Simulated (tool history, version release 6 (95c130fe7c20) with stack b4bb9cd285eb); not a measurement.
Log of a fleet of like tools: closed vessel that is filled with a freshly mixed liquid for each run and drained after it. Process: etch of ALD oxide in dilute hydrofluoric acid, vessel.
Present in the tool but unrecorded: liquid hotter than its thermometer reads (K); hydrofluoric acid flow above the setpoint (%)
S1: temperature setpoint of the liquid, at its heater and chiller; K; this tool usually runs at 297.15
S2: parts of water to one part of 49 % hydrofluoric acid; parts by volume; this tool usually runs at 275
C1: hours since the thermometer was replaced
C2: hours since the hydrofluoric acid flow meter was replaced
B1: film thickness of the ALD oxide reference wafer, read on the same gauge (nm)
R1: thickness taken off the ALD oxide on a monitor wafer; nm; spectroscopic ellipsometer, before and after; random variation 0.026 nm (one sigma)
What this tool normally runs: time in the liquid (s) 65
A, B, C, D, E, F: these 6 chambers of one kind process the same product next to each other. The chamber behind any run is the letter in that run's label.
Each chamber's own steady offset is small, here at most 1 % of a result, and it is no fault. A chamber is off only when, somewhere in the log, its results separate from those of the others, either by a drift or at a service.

{"run": "1D", "hour": 4.8, "S1": 297.15, "S2": 275, "time in the liquid (s)": 65, "C1": 297.5, "C2": 1258.6, "B1": 49.98, "R1": 4.4997}
{"run": "2B", "hour": 7.9, "S1": 297.15, "S2": 275, "time in the liquid (s)": 65, "C1": 67.1, "C2": 174.7, "B1": 49.979, "R1": 4.5249}
{"run": "3A", "hour": 13.3, "S1": 297.15, "S2": 275, "time in the liquid (s)": 65, "C1": 1330.1, "C2": 1422.6, "B1": 49.993, "R1": 4.4706}
{"run": "4E", "hour": 17.6, "S1": 297.15, "S2": 275, "time in the liquid (s)": 65, "C1": 794.1, "C2": 409.9, "B1": 50.004, "R1": 4.5318}
{"run": "5C", "hour": 21.7, "S1": 297.15, "S2": 275, "time in the liquid (s)": 65, "C1": 719.2, "C2": 163.4, "B1": 50.0, "R1": 4.4806}
{"run": "6F", "hour": 26.7, "S1": 297.15, "S2": 275, "time in the liquid (s)": 65, "C1": 1236.7, "C2": 924.7, "B1": 49.993, "R1": 4.5303}
{"run": "7F", "hour": 32.0, "S1": 297.15, "S2": 275, "time in the liquid (s)": 65, "C1": 1242.0, "C2": 930.0, "B1": 49.98, "R1": 4.4776}
{"run": "8C", "hour": 35.5, "S1": 297.15, "S2": 275, "time in the liquid (s)": 65, "C1": 733.0, "C2": 177.2, "B1": 50.005, "R1": 4.4924}
{"run": "9D", "hour": 39.6, "S1": 294.15, "S2": 275, "time in the liquid (s)": 45, "C1": 332.3, "C2": 1293.4, "B1": 50.008, "R1": 2.8024}
{"run": "10B", "hour": 42.4, "S1": 294.15, "S2": 275, "time in the liquid (s)": 45, "C1": 101.6, "C2": 209.2, "B1": 49.993, "R1": 2.8057}
{"run": "11A", "hour": 48.0, "S1": 294.15, "S2": 275, "time in the liquid (s)": 45, "C1": 1364.8, "C2": 1457.3, "B1": 50.017, "R1": 2.8015}
{"run": "12E", "hour": 52.7, "S1": 294.15, "S2": 275, "time in the liquid (s)": 45, "C1": 829.2, "C2": 445.0, "B1": 50.005, "R1": 2.8074}
{"run": "13F", "hour": 56.1, "S1": 294.15, "S2": 275, "time in the liquid (s)": 45, "C1": 1266.1, "C2": 954.1, "B1": 50.008, "R1": 2.8139}
{"run": "14D", "hour": 59.9, "S1": 294.15, "S2": 275, "time in the liquid (s)": 45, "C1": 352.6, "C2": 1313.7, "B1": 49.998, "R1": 2.7704}
{"run": "15A", "hour": 64.2, "S1": 297.15, "S2": 275, "time in the liquid (s)": 65, "C1": 1381.0, "C2": 1473.5, "B1": 50.014, "R1": 4.494}
{"run": "16E", "hour": 69.3, "S1": 297.15, "S2": 275, "time in the liquid (s)": 65, "C1": 845.8, "C2": 461.6, "B1": 49.991, "R1": 4.4934}
{"run": "17B", "hour": 73.9, "S1": 297.15, "S2": 335, "time in the liquid (s)": 65, "C1": 133.1, "C2": 240.7, "B1": 50.006, "R1": 3.5176}
{"run": "18C", "hour": 79.3, "S1": 297.15, "S2": 335, "time in the liquid (s)": 65, "C1": 776.8, "C2": 221.0, "B1": 50.012, "R1": 3.5052}
{"run": "19C", "hour": 84.7, "S1": 297.15, "S2": 335, "time in the liquid (s)": 65, "C1": 782.2, "C2": 226.4, "B1": 49.996, "R1": 3.4733}
{"run": "20D", "hour": 88.3, "S1": 297.15, "S2": 335, "time in the liquid (s)": 65, "C1": 381.0, "C2": 1342.1, "B1": 50.018, "R1": 3.5254}
{"run": "21F", "hour": 91.3, "S1": 297.15, "S2": 335, "time in the liquid (s)": 65, "C1": 1301.3, "C2": 989.3, "B1": 50.009, "R1": 3.491}
{"run": "22B", "hour": 96.6, "S1": 297.15, "S2": 335, "time in the liquid (s)": 65, "C1": 155.8, "C2": 263.4, "B1": 50.019, "R1": 3.4879}
{"run": "23E", "hour": 100.0, "S1": 297.15, "S2": 275, "time in the liquid (s)": 65, "C1": 876.5, "C2": 492.3, "B1": 50.007, "R1": 4.5094}
{"run": "24A", "hour": 103.1, "S1": 297.15, "S2": 275, "time in the liquid (s)": 65, "C1": 1419.9, "C2": 1512.4, "B1": 50.017, "R1": 4.4667}
{"run": "25C", "hour": 108.3, "S1": 297.15, "S2": 275, "time in the liquid (s)": 65, "C1": 805.8, "C2": 250.0, "B1": 50.014, "R1": 4.4832}
{"run": "26A", "hour": 113.0, "S1": 297.15, "S2": 275, "time in the liquid (s)": 65, "C1": 1429.8, "C2": 1522.3, "B1": 50.002, "R1": 4.5305}
{"run": "27B", "hour": 116.6, "S1": 297.15, "S2": 275, "time in the liquid (s)": 65, "C1": 175.8, "C2": 283.4, "B1": 49.998, "R1": 4.5462}
{"run": "28E", "hour": 121.0, "S1": 297.15, "S2": 275, "time in the liquid (s)": 65, "C1": 897.5, "C2": 513.3, "B1": 49.998, "R1": 4.5004}
{"run": "29F", "hour": 125.1, "S1": 297.15, "S2": 275, "time in the liquid (s)": 65, "C1": 1335.1, "C2": 1023.1, "B1": 50.002, "R1": 4.5165}
{"run": "30D", "hour": 129.0, "S1": 297.15, "S2": 275, "time in the liquid (s)": 65, "C1": 421.7, "C2": 1382.8, "B1": 50.005, "R1": 4.6877}
{"run": "31C", "hour": 133.9, "S1": 297.15, "S2": 275, "time in the liquid (s)": 65, "C1": 831.4, "C2": 275.6, "B1": 50.0, "R1": 4.4756}
{"run": "32D", "hour": 136.6, "S1": 297.15, "S2": 275, "time in the liquid (s)": 65, "C1": 429.3, "C2": 1390.4, "B1": 49.988, "R1": 4.6334}
{"run": "33E", "hour": 141.7, "S1": 297.15, "S2": 275, "time in the liquid (s)": 65, "C1": 918.2, "C2": 534.0, "B1": 50.028, "R1": 4.5402}
{"run": "34F", "hour": 146.4, "S1": 297.15, "S2": 200, "time in the liquid (s)": 80, "C1": 1356.4, "C2": 1044.4, "B1": 49.997, "R1": 8.339}
{"run": "35A", "hour": 152.0, "S1": 297.15, "S2": 200, "time in the liquid (s)": 80, "C1": 1468.8, "C2": 1561.3, "B1": 49.992, "R1": 8.2272}
{"run": "36B", "hour": 156.4, "S1": 297.15, "S2": 200, "time in the liquid (s)": 80, "C1": 215.6, "C2": 323.2, "B1": 50.004, "R1": 8.3607}
{"run": "37A", "hour": 161.0, "S1": 297.15, "S2": 200, "time in the liquid (s)": 80, "C1": 1477.8, "C2": 1570.3, "B1": 50.002, "R1": 8.3903}
{"run": "38D", "hour": 166.6, "S1": 297.15, "S2": 200, "time in the liquid (s)": 80, "C1": 459.3, "C2": 1420.4, "B1": 50.007, "R1": 8.5398}
{"run": "39E", "hour": 169.7, "S1": 297.15, "S2": 200, "time in the liquid (s)": 80, "C1": 946.2, "C2": 562.0, "B1": 50.028, "R1": 8.3064}
{"run": "40C", "hour": 175.0, "S1": 297.15, "S2": 275, "time in the liquid (s)": 65, "C1": 872.5, "C2": 316.7, "B1": 49.992, "R1": 4.5183}
{"run": "41B", "hour": 178.0, "S1": 297.15, "S2": 275, "time in the liquid (s)": 65, "C1": 237.2, "C2": 344.8, "B1": 49.994, "R1": 4.5252}
{"run": "42F", "hour": 183.3, "S1": 297.15, "S2": 275, "time in the liquid (s)": 65, "C1": 1393.3, "C2": 1081.3, "B1": 50.029, "R1": 4.499}

All chambers now run identical settings, listed one chamber a line with results as question marks. What results will each chamber show?
{"run": "43A", "hour": 187.4, "S1": 293.15, "S2": 275, "time in the liquid (s)": 65, "R1": "?"}
{"run": "43B", "hour": 187.4, "S1": 293.15, "S2": 275, "time in the liquid (s)": 65, "R1": "?"}
{"run": "43C", "hour": 187.4, "S1": 293.15, "S2": 275, "time in the liquid (s)": 65, "R1": "?"}
{"run": "43D", "hour": 187.4, "S1": 293.15, "S2": 275, "time in the liquid (s)": 65, "R1": "?"}
{"run": "43E", "hour": 187.4, "S1": 293.15, "S2": 275, "time in the liquid (s)": 65, "R1": "?"}
{"run": "43F", "hour": 187.4, "S1": 293.15, "S2": 275, "time in the liquid (s)": 65, "R1": "?"}

run=43A R1=3.8960
run=43B R1=3.9088
run=43C R1=3.8762
run=43D R1=4.1480
run=43E R1=3.9348
run=43F R1=3.8948
